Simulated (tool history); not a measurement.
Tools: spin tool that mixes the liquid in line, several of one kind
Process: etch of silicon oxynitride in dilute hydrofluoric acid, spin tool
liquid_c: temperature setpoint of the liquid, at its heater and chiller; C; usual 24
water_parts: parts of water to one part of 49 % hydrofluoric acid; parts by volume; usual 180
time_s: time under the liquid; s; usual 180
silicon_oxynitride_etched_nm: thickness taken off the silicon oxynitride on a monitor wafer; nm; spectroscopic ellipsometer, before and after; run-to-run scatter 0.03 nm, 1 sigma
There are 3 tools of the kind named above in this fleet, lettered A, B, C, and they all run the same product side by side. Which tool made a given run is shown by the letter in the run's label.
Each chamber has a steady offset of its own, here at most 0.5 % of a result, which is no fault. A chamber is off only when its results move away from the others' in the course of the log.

| run | hour | liquid_c | water_parts | time_s | read-back film thickness of the silicon oxynitride reference wafer, read on the same gauge (nm) | silicon_oxynitride_etched_nm |
|---|---|---|---|---|---|---|
| 1A | 3.8 | 24 | 180 | 180 | 130.00 | 2.2699 |
| 2B | 6.3 | 24 | 180 | 180 | 130.00 | 2.2342 |
| 3C | 10.6 | 24 | 180 | 180 | 130.00 | 2.2304 |
| 4C | 16.0 | 24 | 180 | 180 | 130.02 | 2.2560 |
| 5B | 21.8 | 24 | 180 | 180 | 130.00 | 2.1991 |
| 6A | 25.4 | 24 | 180 | 180 | 129.99 | 2.2925 |
| 7A | 28.9 | 26 | 220 | 180 | 129.98 | 1.9860 |
| 8C | 33.9 | 26 | 220 | 180 | 130.01 | 1.8932 |
| 9B | 36.6 | 26 | 220 | 180 | 130.00 | 1.9830 |
| 10B | 39.7 | 24 | 180 | 180 | 130.01 | 2.2699 |
| 11C | 45.3 | 24 | 180 | 180 | 129.99 | 2.1586 |
| 12A | 48.2 | 24 | 180 | 145 | 130.03 | 1.8069 |
| 13A | 52.1 | 24 | 180 | 145 | 129.99 | 1.7663 |
| 14B | 57.1 | 24 | 180 | 145 | 130.01 | 1.8857 |
| 15C | 60.9 | 24 | 180 | 180 | 129.99 | 2.1822 |
| 16A | 63.6 | 24 | 180 | 180 | 130.01 | 2.1984 |
| 17C | 67.0 | 24 | 180 | 180 | 130.00 | 2.2336 |
| 18B | 72.6 | 24 | 180 | 95 | 130.00 | 1.2798 |
| 19A | 75.3 | 24 | 180 | 95 | 130.00 | 1.1886 |
| 20B | 78.8 | 24 | 180 | 95 | 129.98 | 1.3098 |
| 21C | 83.3 | 24 | 180 | 180 | 129.98 | 2.2694 |

The same settings go to every chamber for the next run, one line per chamber below. Forecast the results for each:
| 22A | 87.5 | 24 | 180 | 100 |  | ? |
| 22B | 87.5 | 24 | 180 | 100 |  | ? |
| 22C | 87.5 | 24 | 180 | 100 |  | ? |

| run | silicon_oxynitride_etched_nm |
|---|---|
| 22A | 1.2429 |
| 22B | 1.3891 |
| 22C | 1.2650 |
